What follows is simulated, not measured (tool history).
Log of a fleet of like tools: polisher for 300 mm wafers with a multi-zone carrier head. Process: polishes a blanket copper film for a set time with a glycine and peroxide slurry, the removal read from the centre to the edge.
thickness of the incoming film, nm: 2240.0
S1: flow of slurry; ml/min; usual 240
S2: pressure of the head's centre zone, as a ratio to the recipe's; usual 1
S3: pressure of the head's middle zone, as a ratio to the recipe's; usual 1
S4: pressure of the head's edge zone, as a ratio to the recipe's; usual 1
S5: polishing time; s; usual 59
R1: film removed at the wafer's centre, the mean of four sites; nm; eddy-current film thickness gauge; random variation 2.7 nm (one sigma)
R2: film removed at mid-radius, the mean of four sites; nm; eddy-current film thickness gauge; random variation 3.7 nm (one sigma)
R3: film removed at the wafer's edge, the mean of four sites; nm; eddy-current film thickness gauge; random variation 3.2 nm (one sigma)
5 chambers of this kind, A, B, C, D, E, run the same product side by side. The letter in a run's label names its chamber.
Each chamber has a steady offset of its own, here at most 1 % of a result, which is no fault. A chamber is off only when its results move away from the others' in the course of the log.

run   hour   S1    S2    S3    S4  S5      R1      R2      R3
       4.4  -- chamber A: edge zone pressure recalibrated
 1E    5.1  240     1     1     1  59  383.56  386.75  377.01
       8.9  -- chamber C: worn pad replaced by a new one
 2B   10.9  240     1     1     1  59  385.74  384.68  379.79
      12.5  -- chamber C: centre zone pressure recalibrated
      18.2  -- chamber B: slurry nozzle cleaned
 3A   18.3  240     1     1     1  59  378.41  378.38  377.74
      21.2  -- chamber B: edge zone pressure recalibrated
      21.3  -- chamber D: worn pad replaced by a new one
 4D   22.3  240     1     1     1  59  374.97  382.09  380.18
      23.2  -- chamber E: centre zone pressure recalibrated
 5C   25.9  240     1     1     1  59  379.68   378.1  382.39
 6E   32.4  240     1     1     1  59  382.69  384.26  376.62
      32.9  -- chamber A: slurry nozzle cleaned
 7B   37.8  240     1     1     1  59  382.71  379.31  378.03
      40.1  -- chamber E: worn pad replaced by a new one
      42.2  -- chamber B: worn pad replaced by a new one
      42.9  -- chamber A: worn pad replaced by a new one
 8D   43.3  240     1     1     1  59  377.02  386.44   382.9
      46.8  -- chamber D: edge zone pressure recalibrated
 9A   50.1  240     1     1     1  59   376.2  380.85  378.02
10C   54.9  240     1     1     1  59  373.11   379.9  389.29
11A   61.1  240     1     1     1  59   380.6     377     381
12C   67.4  240     1     1     1  59  378.09  380.81  380.45
13E   71.1  240  0.91  0.96     1  59  344.09  367.86  379.35
      74.1  -- chamber D: worn pad replaced by a new one
14B   75.3  240  0.91  0.96     1  59  347.11  368.01  382.41
15D   79.2  240  0.91  0.96     1  59  342.56   373.6  376.21
      81.7  -- chamber C: worn pad replaced by a new one
      81.7  -- chamber C: slurry nozzle cleaned
16A   83.5  240  0.91  0.96     1  59  342.36  366.78  388.23
17D   87.5  240  0.91  0.96     1  59  339.12  364.73   377.7
        89  -- chamber E: edge zone pressure recalibrated
18C   91.1  240     1     1     1  59  381.88  387.81  387.39
      94.3  -- chamber D: centre zone pressure recalibrated
19B   97.3  240     1     1     1  59  381.57  379.31  380.15
20E  101.9  240     1  0.92  1.11  59  382.89  351.59  403.06
21E  105.4  240     1  0.92  1.11  59  385.41  353.22  404.34
     109.2  -- chamber A: worn pad replaced by a new one
22B  112.1  240     1  0.92  1.11  59  388.47  352.49  397.11
     112.6  -- chamber A: centre zone pressure recalibrated
     112.9  -- chamber E: worn pad replaced by a new one
     114.7  -- chamber D: worn pad replaced by a new one
23A  116.8  240     1  0.92  1.11  59  375.31  353.26  403.93
24D  121.8  240     1  0.92  1.11  59  357.98  356.96   405.4
25C    128  240     1     1     1  59  375.12  371.47  379.93
     132.2  -- chamber B: worn pad replaced by a new one
26C    133  240     1     1     1  59  378.12  384.44  377.68
27B  140.3  240     1     1     1  59  385.87  376.29  374.28
     143.7  -- chamber C: worn pad replaced by a new one
28E  145.1  240     1     1     1  59  379.83  379.41  383.69
29D  152.5  210     1     1     1  59  350.19  376.28  377.94
30A  158.4  210     1     1     1  59  371.61  380.29  383.11
31B  164.5  210     1     1     1  59  376.39  384.77  375.34
     167.3  -- chamber D: worn pad replaced by a new one
32A  169.4  210     1     1     1  59  367.35  370.28  374.57
33C  175.8  210     1     1     1  59  375.64  378.71  378.65
34E  181.7  240     1     1     1  59  379.27  386.18   376.3
35D  187.5  240     1     1     1  59  360.08  385.39  379.18
     188.5  -- chamber E: worn pad replaced by a new one
     192.9  -- chamber A: worn pad replaced by a new one
36D  193.7  240     1     1     1  59  356.69  388.73  384.07
37C  197.9  240     1     1     1  59  376.36  383.93  381.21
38E  202.3  240     1     1     1  59  381.53  378.94  382.92
39A  206.2  240     1     1     1  59  380.02  376.73  380.64

What goes on in this fleet: one chamber off, a drifting gauge, or nothing beyond the chambers' own small offsets? Name the chamber and the cause, if any.

A service left chamber D off against the others.
Cause: centre zone's pressure below its setpoint, % = 4.69.

Here are 4 candidates for chamber D's next run, each the usual settings with a change, their results left as question marks. Which one brings its results back in line with what the others give on the usual settings?
In line means no further than this from the other chambers' mean on the usual settings: R1 9.3 nm; R2 13 nm; R3 11 nm
40D-1  211.6  245  1.05  0.98  0.99  59   ?   ?   ?
40D-2  211.6  235  0.95  1.02  1.01  59   ?   ?   ?
40D-3  211.6  240  0.99  1.01     1  59   ?   ?   ?
40D-4  211.6  240  1.01  0.99     1  59   ?   ?   ?

The other chambers' mean on the usual settings: R1 381.56 nm; R2 381.35 nm; R3 381.11 nm
  run      R1      R2      R3
40D-1  379.49  377.15  378.42
40D-2  338.29  389.51  380.82
40D-3  354.96  386.91  379.58
40D-4  362.76  379.83  379.69
40D-1 brings the chamber back in line.
